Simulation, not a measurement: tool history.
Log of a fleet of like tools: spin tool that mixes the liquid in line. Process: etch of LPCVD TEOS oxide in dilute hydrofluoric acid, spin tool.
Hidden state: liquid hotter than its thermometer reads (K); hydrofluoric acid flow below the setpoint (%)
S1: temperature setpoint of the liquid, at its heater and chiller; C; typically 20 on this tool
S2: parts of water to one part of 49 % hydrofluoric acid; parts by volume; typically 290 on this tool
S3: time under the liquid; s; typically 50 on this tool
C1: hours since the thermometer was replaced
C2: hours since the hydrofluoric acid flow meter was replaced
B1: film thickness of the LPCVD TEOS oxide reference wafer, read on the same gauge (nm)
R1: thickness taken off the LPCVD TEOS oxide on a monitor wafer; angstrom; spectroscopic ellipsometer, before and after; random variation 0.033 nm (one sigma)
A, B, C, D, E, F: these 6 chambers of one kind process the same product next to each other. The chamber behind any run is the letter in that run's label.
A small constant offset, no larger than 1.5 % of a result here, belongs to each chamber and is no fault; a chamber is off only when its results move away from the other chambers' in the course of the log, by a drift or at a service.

run   hour    S1   S2  S3      C1      C2      B1      R1
 1A    7.1    20  290  50  1229.9   120.7  109.97  62.939
 2D   12.8    20  290  50   970.6   720.3  109.99  63.208
 3B   19.5    20  290  50   886.5  1803.6  110.03  63.562
 4F   26.5    20  290  50   115.6   722.3  109.97  63.951
 5C   30.6    20  290  50     647   851.9  109.99  63.165
 6E   37.8    20  290  50   150.7  2240.4  109.97  64.207
 7C   41.8    20  290  50   658.2   863.1  110.02  63.568
 8D   45.9    20  290  50  1003.7   753.4  110.03  63.213
 9A   49.9    20  290  50  1272.7   163.5  110.02  62.938
10F   53.7    20  290  50   142.8   749.5  109.97  64.401
11E   60.1    20  290  50     173  2262.7  109.99  63.753
      60.5  -- chamber E: hydrofluoric acid flow meter replaced
12B   64.3    20  290  50   931.3  1848.4     110  64.295
13E   68.8    20  290  50   181.7     8.3  109.99  63.628
14D   74.6    20  350  50  1032.4   782.1     110  49.609
15C   81.5    20  350  50   697.9   902.8  109.95  49.614
16B   84.9    20  350  50   951.9    1869     110  50.582
17F   91.6    20  350  50   180.7   787.4  110.01  50.126
18A     96    20  350  50  1318.8   209.6  109.99  49.734
19D   99.5    20  350  50  1057.3     807  109.98  49.935
20A  103.4    20  290  50  1326.2     217  110.01   62.54
     107.3  -- chamber A: thermometer replaced
21B  107.7    20  290  50   974.7  1891.8  109.96  63.793
22F  114.8    20  290  50   203.9   810.6     110   64.23
23E  120.5    20  290  50   233.4      60  110.02  63.474
24C  126.6    20  290  50     743   947.9  110.01  64.132
25A    132    20  290  50    24.7   245.6  110.02  63.075
26C  138.4    20  290  50   754.8   959.7  109.99  63.402
27F  145.1    20  290  50   234.2   840.9  110.04  64.081
28E  148.5    20  290  50   261.4      88  110.02  63.942
29B  154.9    20  290  50  1021.9    1939  110.03  63.779
30D  159.3    20  290  50  1117.1   866.8  110.01  63.564
31F  165.9    20  290  50     255   861.7  109.99   64.64
32C  171.8  23.5  290  35   788.2   993.1  110.02  50.929
33B  177.4  23.5  290  35  1044.4  1961.5  110.03  51.014
34E  182.9  23.5  290  35   295.8   122.4  110.03  50.707
35A  188.5  23.5  290  35    81.2   302.1  109.98  49.905
36D  193.3  23.5  290  35  1151.1   900.8  110.01   51.07
37D  197.8  23.5  290  35  1155.6   905.3  110.04  50.114
38F  200.9    20  290  50     290   896.7  110.02  63.608
39E  206.9    20  290  50   319.8   146.4  109.95  64.032
40B    213    20  290  50    1080  1997.1     110  63.432
41C  217.1    20  290  50   833.5  1038.4  109.97  64.257
42A    222    20  290  50   114.7   335.6  110.01  63.457
43C  229.1    24  200  50   845.5  1050.4     110  118.35

Has any chamber moved away from the others, gradually or after a service, or does the common gauge drift, or do the chambers differ only by their own small steady offsets? State the chamber and the most likely cause if one applies.

One chamber, C, drifts off from the rest bit by bit.
Likeliest cause: liquid hotter than its thermometer reads (K) = 0.892.
Not necessarily distinguishable in this log from: hydrofluoric acid flow above the setpoint (%).

Here are 4 candidates for chamber C's next run, each the usual settings with a change, their results left as question marks. Which one brings its results back in line with what the others give on the usual settings?
In line here means within this much of the mean the other chambers give on the usual settings: R1 1.1 angstrom
44C-1  234.3    20  285  50               ?
44C-2  234.3  21.5  290  50               ?
44C-3  234.3    20  295  50               ?
44C-4  234.3  18.5  290  50               ?

Usual-settings mean across the other chambers: R1 63.68 angstrom
  run      R1
44C-1  66.908
44C-2  69.069
44C-3  64.071
44C-4  61.986
44C-3 is the one that brings the chamber's results back in line with the other chambers.
